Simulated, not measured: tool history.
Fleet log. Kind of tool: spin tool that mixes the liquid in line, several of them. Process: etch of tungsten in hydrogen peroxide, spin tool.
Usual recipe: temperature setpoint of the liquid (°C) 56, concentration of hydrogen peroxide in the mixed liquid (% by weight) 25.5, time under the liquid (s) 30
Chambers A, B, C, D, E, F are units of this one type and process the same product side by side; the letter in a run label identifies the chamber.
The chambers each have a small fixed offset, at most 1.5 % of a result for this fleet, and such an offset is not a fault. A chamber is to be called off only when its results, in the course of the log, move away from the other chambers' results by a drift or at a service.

run,day,temperature setpoint of the liquid (°C),concentration of hydrogen peroxide in the mixed liquid (% by weight),time under the liquid (s),"read-back film thickness of the tungsten reference wafer, read on the same gauge (nm)",thickness taken off the tungsten on a monitor wafer (nm)
1E,0.608,56,25.5,30,30.023,40.989
2C,1.1,56,25.5,30,30.007,40.987
3F,1.442,56,25.5,30,29.993,41.074
4D,1.746,56,25.5,30,30.016,41.364
# day 2.017: chamber D: peroxide flow meter replaced
5A,2.262,56,25.5,30,29.99,40.541
6B,2.792,56,25.5,30,30.011,41.457
7A,3.358,56,25.5,15,29.981,20.453
8D,4.004,56,25.5,15,29.988,20.817
# day 4.042: chamber B: new drum of peroxide connected
9B,4.308,56,25.5,15,29.955,20.458
10F,4.967,56,25.5,15,30.001,20.565
11E,5.558,56,25.5,15,30.005,20.355
# day 6: chamber E: new drum of peroxide connected
12C,6.133,56,25.5,15,30.019,20.537
13E,6.7,56,25.5,30,30.033,40.983
14A,7.358,56,25.5,30,29.977,40.566
15D,7.962,56,25.5,30,30.016,41.601
16C,8.583,56,25.5,30,30.007,40.889
17F,9.092,56,25.5,30,30.004,40.876
18B,9.462,56,25.5,30,29.999,41.445
19A,9.825,56,25.5,30,29.988,39.718
20F,10.304,56,25.5,30,30.01,41.252
21E,10.788,56,25.5,30,30.004,40.961
22C,11.262,56,25.5,30,29.996,40.805
23D,11.9,56,25.5,30,29.995,41.472
24B,12.246,56,25.5,30,30.012,41.733
# day 12.579: chamber B: thermometer replaced
25D,12.746,56,25.5,15,29.992,20.639
26F,13.246,56,25.5,15,30.001,20.515
# day 13.538: chamber F: new drum of peroxide connected
27C,13.542,56,25.5,15,30.036,20.429
28E,13.875,56,25.5,15,30.001,20.297
29B,14.175,56,25.5,15,29.979,20.751
30A,14.812,56,25.5,15,29.992,19.753
31E,15.117,56,25.5,30,30.027,40.811
# day 15.342: chamber B: heated supply line repaired
32F,15.421,56,25.5,30,29.987,41.14
33C,15.796,56,25.5,30,29.993,40.865
34A,16.275,56,25.5,30,29.998,38.979
35D,16.767,56,25.5,30,29.997,41.421
# day 17.267: chamber B: peroxide flow meter replaced
36B,17.412,56,30,30,29.989,44.916
37A,17.883,56,30,30,29.995,42.278

Next, every chamber runs the same settings. What will each give?
38A,18.358,56,25.5,30,,?
38B,18.358,56,25.5,30,,?
38C,18.358,56,25.5,30,,?
38D,18.358,56,25.5,30,,?
38E,18.358,56,25.5,30,,?
38F,18.358,56,25.5,30,,?

run,thickness taken off the tungsten on a monitor wafer (nm)
38A,38.768
38B,41.547
38C,40.856
38D,41.536
38E,41.005
38F,41.274
